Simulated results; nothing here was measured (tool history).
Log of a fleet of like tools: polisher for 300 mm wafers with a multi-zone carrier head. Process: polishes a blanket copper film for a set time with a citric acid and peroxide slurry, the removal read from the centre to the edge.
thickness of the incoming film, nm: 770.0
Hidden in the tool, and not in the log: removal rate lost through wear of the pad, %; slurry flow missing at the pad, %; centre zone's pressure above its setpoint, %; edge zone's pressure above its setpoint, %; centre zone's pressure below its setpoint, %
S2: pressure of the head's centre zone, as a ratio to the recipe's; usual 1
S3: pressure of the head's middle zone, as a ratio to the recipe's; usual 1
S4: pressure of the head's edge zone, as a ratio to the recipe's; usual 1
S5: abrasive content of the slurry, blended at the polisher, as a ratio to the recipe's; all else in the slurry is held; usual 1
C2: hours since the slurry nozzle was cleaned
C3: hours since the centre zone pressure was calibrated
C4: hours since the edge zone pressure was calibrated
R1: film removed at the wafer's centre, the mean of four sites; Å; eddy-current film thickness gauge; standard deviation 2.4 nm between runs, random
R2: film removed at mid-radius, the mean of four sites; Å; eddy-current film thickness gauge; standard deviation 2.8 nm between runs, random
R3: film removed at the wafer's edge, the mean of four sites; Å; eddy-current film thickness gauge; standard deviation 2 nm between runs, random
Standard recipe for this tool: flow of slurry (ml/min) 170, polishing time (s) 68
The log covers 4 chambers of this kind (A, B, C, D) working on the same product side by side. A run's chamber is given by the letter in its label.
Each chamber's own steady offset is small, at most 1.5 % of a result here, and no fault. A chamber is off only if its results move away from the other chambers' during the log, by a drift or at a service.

{"run": "1A", "hour": 11.4, "flow of slurry (ml/min)": 170, "S2": 1, "S3": 1, "S4": 1, "S5": 1, "polishing time (s)": 68, "wafers polished on this pad": 198, "C2": 412.4, "C3": 237.6, "C4": 223, "R1": 1997.6, "R2": 1951.4, "R3": 1938.8}
{"run": "2D", "hour": 18.8, "flow of slurry (ml/min)": 170, "S2": 1, "S3": 1, "S4": 1, "S5": 1, "polishing time (s)": 68, "wafers polished on this pad": 396, "C2": 244.2, "C3": 60.4, "C4": 505.8, "R1": 1912.8, "R2": 1902.7, "R3": 1920.5}
{"run": "3B", "hour": 26.3, "flow of slurry (ml/min)": 170, "S2": 1, "S3": 1, "S4": 1, "S5": 1, "polishing time (s)": 68, "wafers polished on this pad": 617, "C2": 757.7, "C3": 947.1, "C4": 472.3, "R1": 2015.3, "R2": 1951.7, "R3": 1955.4}
{"hour": 27.2, "done": "chamber B: slurry nozzle cleaned"}
{"run": "4C", "hour": 37.8, "flow of slurry (ml/min)": 170, "S2": 1, "S3": 1, "S4": 1, "S5": 1, "polishing time (s)": 68, "wafers polished on this pad": 544, "C2": 268.4, "C3": 458.6, "C4": 406, "R1": 1937.6, "R2": 1940.1, "R3": 1948.1}
{"run": "5D", "hour": 49.8, "flow of slurry (ml/min)": 170, "S2": 1, "S3": 1, "S4": 1, "S5": 1, "polishing time (s)": 68, "wafers polished on this pad": 711, "C2": 275.2, "C3": 91.4, "C4": 536.8, "R1": 1959.9, "R2": 1924.7, "R3": 1916.4}
{"hour": 58.1, "done": "chamber D: worn pad replaced by a new one"}
{"run": "6C", "hour": 59.1, "flow of slurry (ml/min)": 170, "S2": 1, "S3": 1, "S4": 1, "S5": 1, "polishing time (s)": 68, "wafers polished on this pad": 760, "C2": 289.7, "C3": 479.9, "C4": 427.3, "R1": 1954.2, "R2": 1939, "R3": 1966.5}
{"hour": 64.1, "done": "chamber A: worn pad replaced by a new one"}
{"run": "7B", "hour": 67.7, "flow of slurry (ml/min)": 170, "S2": 1, "S3": 1, "S4": 1, "S5": 1, "polishing time (s)": 79, "wafers polished on this pad": 1038, "C2": 40.5, "C3": 988.5, "C4": 513.7, "R1": 2269, "R2": 2215.4, "R3": 2266.7}
{"hour": 71.0, "done": "chamber C: worn pad replaced by a new one"}
{"run": "8A", "hour": 79.9, "flow of slurry (ml/min)": 170, "S2": 1, "S3": 1, "S4": 1, "S5": 1, "polishing time (s)": 79, "wafers polished on this pad": 161, "C2": 480.9, "C3": 306.1, "C4": 291.5, "R1": 2270.9, "R2": 2273.2, "R3": 2261.7}
{"run": "9C", "hour": 91.8, "flow of slurry (ml/min)": 170, "S2": 1, "S3": 1, "S4": 1, "S5": 1, "polishing time (s)": 79, "wafers polished on this pad": 211, "C2": 322.4, "C3": 512.6, "C4": 460, "R1": 2277.6, "R2": 2298.8, "R3": 2227.4}
{"run": "10D", "hour": 100.3, "flow of slurry (ml/min)": 170, "S2": 1, "S3": 1, "S4": 1, "S5": 1, "polishing time (s)": 79, "wafers polished on this pad": 428, "C2": 325.7, "C3": 141.9, "C4": 587.3, "R1": 2226.8, "R2": 2253.9, "R3": 2228.4}
{"hour": 105.7, "done": "chamber B: worn pad replaced by a new one"}
{"run": "11A", "hour": 106.2, "flow of slurry (ml/min)": 170, "S2": 1, "S3": 1, "S4": 1, "S5": 1, "polishing time (s)": 68, "wafers polished on this pad": 428, "C2": 507.2, "C3": 332.4, "C4": 317.8, "R1": 1897.7, "R2": 1951, "R3": 1950.5}
{"run": "12B", "hour": 116.3, "flow of slurry (ml/min)": 170, "S2": 1, "S3": 1, "S4": 1, "S5": 1, "polishing time (s)": 68, "wafers polished on this pad": 108, "C2": 89.1, "C3": 1037.1, "C4": 562.3, "R1": 2003.7, "R2": 1913.6, "R3": 1952.6}
{"run": "13D", "hour": 122.1, "flow of slurry (ml/min)": 170, "S2": 1, "S3": 1, "S4": 1, "S5": 1, "polishing time (s)": 68, "wafers polished on this pad": 649, "C2": 347.5, "C3": 163.7, "C4": 609.1, "R1": 1921, "R2": 1921.6, "R3": 1925.9}
{"run": "14A", "hour": 132.2, "flow of slurry (ml/min)": 170, "S2": 1, "S3": 1, "S4": 1, "S5": 1, "polishing time (s)": 68, "wafers polished on this pad": 692, "C2": 533.2, "C3": 358.4, "C4": 343.8, "R1": 1939.8, "R2": 1943.7, "R3": 1938.9}
{"hour": 133.6, "done": "chamber D: worn pad replaced by a new one"}
{"hour": 139.4, "done": "chamber A: worn pad replaced by a new one"}
{"run": "15C", "hour": 139.7, "flow of slurry (ml/min)": 170, "S2": 1, "S3": 1, "S4": 0.95, "S5": 1, "polishing time (s)": 46, "wafers polished on this pad": 697, "C2": 370.3, "C3": 560.5, "C4": 507.9, "R1": 1335.3, "R2": 1288, "R3": 1285.9}
{"run": "16B", "hour": 145.9, "flow of slurry (ml/min)": 170, "S2": 1, "S3": 1, "S4": 0.95, "S5": 1, "polishing time (s)": 46, "wafers polished on this pad": 408, "C2": 118.7, "C3": 1066.7, "C4": 591.9, "R1": 1357.9, "R2": 1312.8, "R3": 1281.4}
{"hour": 153.8, "done": "chamber C: worn pad replaced by a new one"}
{"hour": 155.1, "done": "chamber D: slurry nozzle cleaned"}
{"run": "17C", "hour": 157.5, "flow of slurry (ml/min)": 170, "S2": 1, "S3": 1, "S4": 0.95, "S5": 1, "polishing time (s)": 46, "wafers polished on this pad": 37, "C2": 388.1, "C3": 578.3, "C4": 525.7, "R1": 1313.4, "R2": 1310.4, "R3": 1292.9}
{"run": "18B", "hour": 164.3, "flow of slurry (ml/min)": 170, "S2": 1, "S3": 1, "S4": 0.95, "S5": 1, "polishing time (s)": 46, "wafers polished on this pad": 595, "C2": 137.1, "C3": 1085.1, "C4": 610.3, "R1": 1356.9, "R2": 1302.5, "R3": 1261.9}
{"run": "19D", "hour": 175.7, "flow of slurry (ml/min)": 170, "S2": 1, "S3": 1, "S4": 1, "S5": 1, "polishing time (s)": 68, "wafers polished on this pad": 427, "C2": 20.7, "C3": 217.3, "C4": 662.7, "R1": 1885.1, "R2": 1956.9, "R3": 1961.2}
{"run": "20A", "hour": 186.1, "flow of slurry (ml/min)": 170, "S2": 1, "S3": 1, "S4": 1, "S5": 1, "polishing time (s)": 68, "wafers polished on this pad": 474, "C2": 587.1, "C3": 412.3, "C4": 397.7, "R1": 1966.5, "R2": 1921.4, "R3": 1957.9}
{"run": "21C", "hour": 197.8, "flow of slurry (ml/min)": 170, "S2": 1, "S3": 1, "S4": 1, "S5": 0.8, "polishing time (s)": 68, "wafers polished on this pad": 447, "C2": 428.4, "C3": 618.6, "C4": 566, "R1": 1806.4, "R2": 1858.7, "R3": 1854.1}
{"hour": 199.8, "done": "chamber D: worn pad replaced by a new one"}
{"hour": 200.3, "done": "chamber A: worn pad replaced by a new one"}
{"hour": 204.3, "done": "chamber A: centre zone pressure recalibrated"}
{"run": "22B", "hour": 210.4, "flow of slurry (ml/min)": 170, "S2": 1, "S3": 1, "S4": 1, "S5": 0.8, "polishing time (s)": 68, "wafers polished on this pad": 1063, "C2": 183.2, "C3": 1131.2, "C4": 656.4, "R1": 1908.9, "R2": 1842.8, "R3": 1856.3}
{"hour": 210.5, "done": "chamber B: centre zone pressure recalibrated"}
{"hour": 219.7, "done": "chamber A: edge zone pressure recalibrated"}
{"run": "23A", "hour": 222.1, "flow of slurry (ml/min)": 170, "S2": 1, "S3": 1, "S4": 1, "S5": 0.8, "polishing time (s)": 68, "wafers polished on this pad": 221, "C2": 623.1, "C3": 17.9, "C4": 2.4, "R1": 1871.6, "R2": 1832.8, "R3": 1880.8}
{"hour": 227.6, "done": "chamber B: worn pad replaced by a new one"}
{"hour": 234.1, "done": "chamber C: worn pad replaced by a new one"}
{"run": "24D", "hour": 234.4, "flow of slurry (ml/min)": 170, "S2": 1, "S3": 1, "S4": 1, "S5": 0.8, "polishing time (s)": 68, "wafers polished on this pad": 351, "C2": 79.4, "C3": 276, "C4": 721.4, "R1": 1860.7, "R2": 1836.7, "R3": 1819.7}
{"run": "25D", "hour": 240.5, "flow of slurry (ml/min)": 170, "S2": 1, "S3": 1, "S4": 0.91, "S5": 1, "polishing time (s)": 68, "wafers polished on this pad": 413, "C2": 85.5, "C3": 282.1, "C4": 727.5, "R1": 1937.3, "R2": 1904.3, "R3": 1812.9}
{"run": "26A", "hour": 252.8, "flow of slurry (ml/min)": 170, "S2": 1, "S3": 1, "S4": 0.91, "S5": 1, "polishing time (s)": 68, "wafers polished on this pad": 533, "C2": 653.8, "C3": 48.6, "C4": 33.1, "R1": 1953.7, "R2": 1951.1, "R3": 1868.1}
{"hour": 259.8, "done": "chamber A: worn pad replaced by a new one"}
{"run": "27B", "hour": 263.2, "flow of slurry (ml/min)": 170, "S2": 1, "S3": 1, "S4": 0.91, "S5": 1, "polishing time (s)": 68, "wafers polished on this pad": 361, "C2": 236, "C3": 52.7, "C4": 709.2, "R1": 1965, "R2": 1899.9, "R3": 1838.9}
{"hour": 266.9, "done": "chamber D: worn pad replaced by a new one"}
{"hour": 268.9, "done": "chamber A: slurry nozzle cleaned"}
{"run": "28C", "hour": 269.9, "flow of slurry (ml/min)": 170, "S2": 1, "S3": 1, "S4": 0.91, "S5": 1, "polishing time (s)": 68, "wafers polished on this pad": 364, "C2": 500.5, "C3": 690.7, "C4": 638.1, "R1": 1815.2, "R2": 1861.5, "R3": 1806.3}
{"run": "29C", "hour": 277.7, "flow of slurry (ml/min)": 170, "S2": 1, "S3": 1, "S4": 1, "S5": 1, "polishing time (s)": 68, "wafers polished on this pad": 443, "C2": 508.3, "C3": 698.5, "C4": 645.9, "R1": 1837.8, "R2": 1847.7, "R3": 1855.1}
{"run": "30A", "hour": 284.4, "flow of slurry (ml/min)": 170, "S2": 1, "S3": 1, "S4": 1, "S5": 1, "polishing time (s)": 68, "wafers polished on this pad": 249, "C2": 15.6, "C3": 80.2, "C4": 64.7, "R1": 1972.1, "R2": 1963.5, "R3": 1964.9}
{"run": "31D", "hour": 295.9, "flow of slurry (ml/min)": 170, "S2": 1, "S3": 1, "S4": 1, "S5": 1, "polishing time (s)": 68, "wafers polished on this pad": 295, "C2": 140.9, "C3": 337.5, "C4": 782.9, "R1": 1921.8, "R2": 1936.6, "R3": 1920.7}
{"run": "32B", "hour": 307.7, "flow of slurry (ml/min)": 170, "S2": 1, "S3": 1, "S4": 1, "S5": 1, "polishing time (s)": 68, "wafers polished on this pad": 813, "C2": 280.5, "C3": 97.2, "C4": 753.7, "R1": 1921.4, "R2": 1903.8, "R3": 1948.3}
{"hour": 311.8, "done": "chamber C: worn pad replaced by a new one"}
{"run": "33C", "hour": 319.8, "flow of slurry (ml/min)": 170, "S2": 1, "S3": 1, "S4": 1, "S5": 1, "polishing time (s)": 68, "wafers polished on this pad": 81, "C2": 550.4, "C3": 740.6, "C4": 688, "R1": 1792.5, "R2": 1784.8, "R3": 1822.8}
{"hour": 328.2, "done": "chamber A: worn pad replaced by a new one"}
{"run": "34B", "hour": 331.9, "flow of slurry (ml/min)": 170, "S2": 1, "S3": 1, "S4": 1, "S5": 1, "polishing time (s)": 68, "wafers polished on this pad": 1059, "C2": 304.7, "C3": 121.4, "C4": 777.9, "R1": 1957.8, "R2": 1904.2, "R3": 1929.7}
{"run": "35A", "hour": 341.8, "flow of slurry (ml/min)": 170, "S2": 1, "S3": 0.96, "S4": 1, "S5": 1, "polishing time (s)": 68, "wafers polished on this pad": 138, "C2": 73, "C3": 137.6, "C4": 122.1, "R1": 1974.3, "R2": 1926.3, "R3": 1937.3}

Read the log: is a single chamber off, either drifting away or since a service, is the gauge that measures every chamber drifting, or is nothing wrong beyond small per-chamber offsets? Name any odd chamber and what most likely caused it.

It is chamber C that slowly wanders off from its peers.
Likeliest cause: slurry flow missing at the pad, % = 38.1.

Here are 4 candidates for chamber C's next run, each the usual settings with a change, their results left as question marks. Which one brings its results back in line with what the others give on the usual settings?
To be in line, a result may differ from the other chambers' mean on the usual settings by at most: R1 83 Å; R2 96 Å; R3 72 Å
{"run": "36C-1", "hour": 350.9, "flow of slurry (ml/min)": 180, "S2": 1.03, "S3": 1.02, "S4": 0.98, "S5": 1, "polishing time (s)": 72, "R1": "?", "R2": "?", "R3": "?"}
{"run": "36C-2", "hour": 350.9, "flow of slurry (ml/min)": 150, "S2": 0.94, "S3": 0.95, "S4": 1.05, "S5": 1, "polishing time (s)": 59, "R1": "?", "R2": "?", "R3": "?"}
{"run": "36C-3", "hour": 350.9, "flow of slurry (ml/min)": 190, "S2": 1.06, "S3": 1.05, "S4": 0.96, "S5": 1, "polishing time (s)": 78, "R1": "?", "R2": "?", "R3": "?"}
{"run": "36C-4", "hour": 350.9, "flow of slurry (ml/min)": 160, "S2": 0.97, "S3": 0.98, "S4": 1.02, "S5": 1, "polishing time (s)": 64, "R1": "?", "R2": "?", "R3": "?"}

The mean the other chambers reach with the usual settings: R1 1946.8 Å; R2 1930.8 Å; R3 1936.2 Å
run=36C-1 R1=1929.6 R2=1888.5 R3=1917.2
run=36C-2 R1=1345.5 R2=1376.3 R3=1574.2
run=36C-3 R1=2192 R2=2130.6 R3=2073.7
run=36C-4 R1=1546 R2=1566.4 R3=1703
The answer is 36C-1, which returns the chamber to within the allowed miss of the others.
